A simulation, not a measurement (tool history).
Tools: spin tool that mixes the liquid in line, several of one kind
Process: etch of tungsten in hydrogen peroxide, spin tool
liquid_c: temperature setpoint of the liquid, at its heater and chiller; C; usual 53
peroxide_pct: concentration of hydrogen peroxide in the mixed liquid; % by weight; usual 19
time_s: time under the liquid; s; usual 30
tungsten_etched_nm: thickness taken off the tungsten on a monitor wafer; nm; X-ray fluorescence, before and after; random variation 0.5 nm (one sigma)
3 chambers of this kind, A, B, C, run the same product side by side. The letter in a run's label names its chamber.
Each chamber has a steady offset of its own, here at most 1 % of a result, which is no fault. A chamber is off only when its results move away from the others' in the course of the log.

run	hour	liquid_c	peroxide_pct	time_s	read-back film thickness of the tungsten reference wafer, read on the same gauge (nm)	tungsten_etched_nm
1C	4.5	53	19	30	70.025	70.615
2B	8	53	19	30	69.989	70.73
3A	11.2	53	19	30	70.008	70.472
4B	14.4	53	19	30	69.996	70.853
5C	16.6	53	19	30	69.944	70.806
6A	19.8	53	19	20	70.002	47.316
7A	22.1	53	19	20	70.015	46.433
8C	24.4	53	19	20	70.019	46.766
9B	29.1	53	19	30	70.037	70.971
10B	31.9	53	19	40	70.071	94.308
11C	34.9	53	19	40	70.01	92.971
12A	38.2	53	19	40	70.022	93.759
13A	40.6	53	19	30	70.029	69.502
14C	42.8	53	19	30	70	70.25
15B	46.4	53	19	30	69.98	70.881
16B	50	53	19	30	70.008	70.667
17A	54.7	53	19	30	70.057	69.609
18C	57.2	53	19	30	69.989	70.021
19A	61.9	57	19	30	69.972	88.766
20B	64.4	57	19	30	70.005	90.596
21C	67.1	57	19	30	69.965	89.551
22B	69.6	53	19	30	69.976	70.668
23C	73.6	53	19	30	70.003	70.708
24A	77.9	53	19	30	70.021	69.01
25B	81.9	53	19	30	70.011	71.243
26C	84.3	53	16	30	70.008	64.206
27A	87.9	53	16	30	69.977	62.35
28C	91.8	53	16	30	70.047	64.635
29B	96.6	53	19	30	69.991	70.281
30A	100.8	62	19	20	70.05	76.377
31A	103.5	62	19	20	70.044	75.702
32C	106.9	62	19	20	70.021	80.151
33B	111.3	53	19	30	69.994	71.474
34B	114.6	53	19	30	70.014	70.819
35A	118.1	53	19	30	69.985	67.93
36C	122.9	46	23	30	70.019	49.894
37C	125.8	46	23	30	70.033	50.814
38B	128.2	46	23	30	70.053	50.003
39A	132	53	19	30	70.008	66.419
40C	136.6	53	19	30	69.999	70.866
41A	139.5	53	16	45	70.011	91.422
42B	142.3	53	16	45	70.029	96.998
43C	147.1	53	16	45	70.025	97.079

Next, every chamber runs the same settings. What will each give?
44A	150.6	53	19	20		?
44B	150.6	53	19	20		?
44C	150.6	53	19	20		?

run	tungsten_etched_nm
44A	43.652
44B	47.748
44C	47.157
